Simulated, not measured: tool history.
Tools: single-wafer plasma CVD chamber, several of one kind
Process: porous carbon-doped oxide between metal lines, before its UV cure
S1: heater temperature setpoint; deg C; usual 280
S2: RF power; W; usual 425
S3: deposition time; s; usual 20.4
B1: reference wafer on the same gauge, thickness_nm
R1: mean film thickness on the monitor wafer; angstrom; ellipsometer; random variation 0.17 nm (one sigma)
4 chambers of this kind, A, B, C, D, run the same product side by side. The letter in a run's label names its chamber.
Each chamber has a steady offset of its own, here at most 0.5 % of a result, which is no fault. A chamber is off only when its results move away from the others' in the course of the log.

| run | hour | S1 | S2 | S3 | B1 | R1 |
|---|---|---|---|---|---|---|
| 1A | 6.7 | 280 | 425 | 20.4 | 119.01 | 1124.9 |
| 2D | 13.0 | 280 | 425 | 20.4 | 119.01 | 1123.4 |
| 3B | 22.1 | 280 | 425 | 20.4 | 119.02 | 1125.0 |
| 4C | 31.8 | 280 | 425 | 20.4 | 119.09 | 1126.0 |
| 5D | 43.1 | 280 | 425 | 20.4 | 119.06 | 1124.0 |
| 6A | 49.7 | 280 | 425 | 20.4 | 119.09 | 1123.8 |
| 7C | 60.3 | 280 | 425 | 20.4 | 119.13 | 1127.3 |
| 8B | 70.3 | 280 | 425 | 20.4 | 119.11 | 1126.3 |
| 9A | 81.6 | 280 | 425 | 20.4 | 119.16 | 1121.5 |
| 10C | 89.0 | 280 | 425 | 20.4 | 119.13 | 1126.0 |
| 11B | 95.9 | 280 | 425 | 20.4 | 119.21 | 1126.9 |
| 12D | 102.0 | 280 | 425 | 20.4 | 119.19 | 1124.9 |
| 13D | 111.9 | 280 | 425 | 20.4 | 119.21 | 1124.6 |
| 14C | 122.4 | 280 | 425 | 20.4 | 119.22 | 1128.4 |
| 15A | 132.8 | 280 | 425 | 20.4 | 119.26 | 1126.7 |
| 16B | 143.3 | 280 | 425 | 20.4 | 119.31 | 1127.8 |
| 17D | 148.3 | 280 | 505 | 17.7 | 119.32 | 1108.3 |
| 18C | 155.5 | 280 | 505 | 17.7 | 119.35 | 1119.6 |
| 19B | 165.5 | 280 | 505 | 17.7 | 119.37 | 1113.7 |
| 20A | 176.4 | 280 | 505 | 17.7 | 119.40 | 1111.9 |
| 21C | 182.2 | 280 | 425 | 20.4 | 119.35 | 1128.9 |
| 22A | 191.1 | 280 | 425 | 20.4 | 119.42 | 1125.6 |
| 23B | 199.4 | 280 | 425 | 20.4 | 119.44 | 1131.8 |
| 24D | 207.4 | 280 | 425 | 20.4 | 119.41 | 1127.1 |
| 25B | 218.1 | 280 | 360 | 23.3 | 119.47 | 1127.8 |
| 26D | 225.6 | 280 | 360 | 23.3 | 119.49 | 1126.9 |
| 27C | 234.6 | 280 | 360 | 23.3 | 119.53 | 1121.8 |
| 28A | 241.7 | 280 | 360 | 23.3 | 119.49 | 1121.8 |
| 29A | 250.7 | 280 | 425 | 20.4 | 119.54 | 1124.9 |
| 30B | 258.8 | 280 | 425 | 20.4 | 119.50 | 1128.6 |
|  | 259.9 | chamber B: thermocouple changed; heater temperature recalibrated |
| 31C | 269.8 | 280 | 425 | 20.4 | 119.58 | 1131.3 |
| 32D | 279.4 | 280 | 460 | 23.6 | 119.62 | 1377.6 |
| 33C | 286.0 | 280 | 460 | 23.6 | 119.58 | 1385.5 |
| 34B | 294.5 | 280 | 460 | 23.6 | 119.63 | 1378.2 |
| 35D | 304.1 | 280 | 460 | 23.6 | 119.67 | 1378.2 |
| 36A | 315.1 | 280 | 425 | 20.4 | 119.70 | 1126.9 |
| 37A | 324.4 | 280 | 425 | 20.4 | 119.72 | 1126.7 |
| 38C | 329.4 | 280 | 425 | 20.4 | 119.67 | 1132.7 |
| 39D | 338.5 | 280 | 395 | 20.4 | 119.69 | 1068.9 |
| 40B | 349.5 | 280 | 395 | 20.4 | 119.70 | 1068.3 |
| 41C | 355.6 | 280 | 395 | 20.4 | 119.70 | 1068.1 |

All 4 chambers run these settings next. Forecast each chamber's results:
| 42A | 363.7 | 280 | 500 | 20.4 |  | ? |
| 42B | 363.7 | 280 | 500 | 20.4 |  | ? |
| 42C | 363.7 | 280 | 500 | 20.4 |  | ? |
| 42D | 363.7 | 280 | 500 | 20.4 |  | ? |

| run | R1 |
|---|---|
| 42A | 1267.2 |
| 42B | 1270.8 |
| 42C | 1275.1 |
| 42D | 1267.6 |
